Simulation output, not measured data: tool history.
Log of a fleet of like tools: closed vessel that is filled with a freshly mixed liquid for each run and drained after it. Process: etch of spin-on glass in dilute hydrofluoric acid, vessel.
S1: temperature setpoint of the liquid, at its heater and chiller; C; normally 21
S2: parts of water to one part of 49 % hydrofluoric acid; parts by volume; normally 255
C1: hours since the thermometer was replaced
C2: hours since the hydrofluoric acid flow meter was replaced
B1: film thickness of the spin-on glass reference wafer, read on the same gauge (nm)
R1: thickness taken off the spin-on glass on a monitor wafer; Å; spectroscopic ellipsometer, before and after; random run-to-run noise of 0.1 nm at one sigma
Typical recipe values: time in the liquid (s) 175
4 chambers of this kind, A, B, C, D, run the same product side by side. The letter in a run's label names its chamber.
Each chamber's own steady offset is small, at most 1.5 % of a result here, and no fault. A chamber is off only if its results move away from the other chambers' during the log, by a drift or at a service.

run 1A day=0.254 | S1=21 S2=255 time_in_the_liquid_(s)=175 | C1=1216.5 C2=390.6 | B1=100.01 | R1=163.44
run 2D day=0.662 | S1=21 S2=255 time_in_the_liquid_(s)=175 | C1=1266 C2=456.2 | B1=100.01 | R1=168.44
run 3B day=1.121 | S1=21 S2=255 time_in_the_liquid_(s)=175 | C1=254.1 C2=376.2 | B1=100 | R1=168.66
run 4C day=1.671 | S1=21 S2=255 time_in_the_liquid_(s)=175 | C1=710.3 C2=983.5 | B1=99.994 | R1=165.04
run 5A day=1.996 | S1=21 S2=255 time_in_the_liquid_(s)=95 | C1=1258.3 C2=432.4 | B1=99.99 | R1=89.85
run 6C day=2.442 | S1=21 S2=255 time_in_the_liquid_(s)=95 | C1=728.8 C2=1002 | B1=99.998 | R1=89.004
run 7B day=2.979 | S1=21 S2=255 time_in_the_liquid_(s)=95 | C1=298.7 C2=420.8 | B1=99.976 | R1=90.189
run 8D day=3.242 | S1=21 S2=255 time_in_the_liquid_(s)=95 | C1=1327.9 C2=518.1 | B1=100.01 | R1=89.879
-- day=3.271 chamber A: thermometer replaced
run 9B day=3.638 | S1=21 S2=255 time_in_the_liquid_(s)=175 | C1=314.5 C2=436.6 | B1=99.978 | R1=166.47
run 10D day=3.954 | S1=21 S2=255 time_in_the_liquid_(s)=175 | C1=1345 C2=535.2 | B1=99.981 | R1=164.81
run 11A day=4.242 | S1=21 S2=255 time_in_the_liquid_(s)=175 | C1=23.4 C2=486.3 | B1=99.954 | R1=166.93
run 12C day=4.542 | S1=21 S2=255 time_in_the_liquid_(s)=175 | C1=779.2 C2=1052.4 | B1=99.981 | R1=164.6
run 13A day=4.833 | S1=21 S2=305 time_in_the_liquid_(s)=175 | C1=37.6 C2=500.5 | B1=100.04 | R1=132.77
run 14D day=5.279 | S1=21 S2=305 time_in_the_liquid_(s)=175 | C1=1376.8 C2=567 | B1=99.986 | R1=132.33
run 15C day=5.758 | S1=21 S2=305 time_in_the_liquid_(s)=175 | C1=808.4 C2=1081.6 | B1=99.997 | R1=130.96
run 16B day=6.158 | S1=21 S2=305 time_in_the_liquid_(s)=175 | C1=375 C2=497.1 | B1=99.996 | R1=133.19
run 17A day=6.667 | S1=17 S2=255 time_in_the_liquid_(s)=175 | C1=81.6 C2=544.5 | B1=100.02 | R1=146.93
run 18C day=6.962 | S1=17 S2=255 time_in_the_liquid_(s)=175 | C1=837.3 C2=1110.5 | B1=100.01 | R1=142.63
-- day=7.388 chamber C: thermometer replaced
run 19D day=7.5 | S1=17 S2=255 time_in_the_liquid_(s)=175 | C1=1430.1 C2=620.3 | B1=100.03 | R1=141.78
run 20B day=7.908 | S1=17 S2=255 time_in_the_liquid_(s)=175 | C1=417 C2=539.1 | B1=99.994 | R1=142.59
run 21B day=8.221 | S1=21 S2=255 time_in_the_liquid_(s)=175 | C1=424.5 C2=546.6 | B1=100.02 | R1=165.34
run 22C day=8.662 | S1=21 S2=165 time_in_the_liquid_(s)=175 | C1=30.6 C2=1151.3 | B1=99.997 | R1=279.56
run 23D day=9.112 | S1=21 S2=165 time_in_the_liquid_(s)=175 | C1=1468.8 C2=659 | B1=100 | R1=282.45
run 24A day=9.396 | S1=21 S2=165 time_in_the_liquid_(s)=175 | C1=147.1 C2=610 | B1=99.992 | R1=295.11
run 25B day=9.758 | S1=21 S2=165 time_in_the_liquid_(s)=175 | C1=461.4 C2=583.5 | B1=100 | R1=279.85
run 26C day=10.1 | S1=21 S2=255 time_in_the_liquid_(s)=175 | C1=65.1 C2=1185.8 | B1=99.972 | R1=163.19
run 27D day=10.538 | S1=21 S2=255 time_in_the_liquid_(s)=175 | C1=1503 C2=693.2 | B1=100.01 | R1=166.39
run 28A day=11.004 | S1=21 S2=255 time_in_the_liquid_(s)=175 | C1=185.7 C2=648.6 | B1=99.977 | R1=178.42
run 29D day=11.525 | S1=21 S2=255 time_in_the_liquid_(s)=175 | C1=1526.7 C2=716.9 | B1=100.01 | R1=165.82

Decide between three cases: one chamber stands off from its peers, the gauge reading all wafers drifts, or nothing is wrong past each chamber's small offset. Where a chamber is off, say which and what most likely put it there.

Chamber A drifts away from the others.
Most likely cause: hydrofluoric acid flow above the setpoint (%) = 6.67.
The log may not tell that from: liquid hotter than its thermometer reads (K).

Below are 4 candidate recipes for chamber A's next run, each the usual settings with a change, their results shown as question marks. Which of them brings A's results back in line with what the other chambers give on the usual settings?
In-line tolerance around the mean of the other chambers on the usual settings: R1 3.5 Å
run 30A-1 day=11.933 | S1=21 S2=270 time_in_the_liquid_(s)=175 | R1=?
run 30A-2 day=11.933 | S1=21 S2=240 time_in_the_liquid_(s)=175 | R1=?
run 30A-3 day=11.933 | S1=20 S2=255 time_in_the_liquid_(s)=175 | R1=?
run 30A-4 day=11.933 | S1=22 S2=255 time_in_the_liquid_(s)=175 | R1=?

The mean the other chambers reach with the usual settings: R1 166.06 Å
run=30A-1 R1=166.89
run=30A-2 R1=193.12
run=30A-3 R1=172.65
run=30A-4 R1=185.9
The answer is 30A-1, which returns the chamber to within the allowed miss of the others.
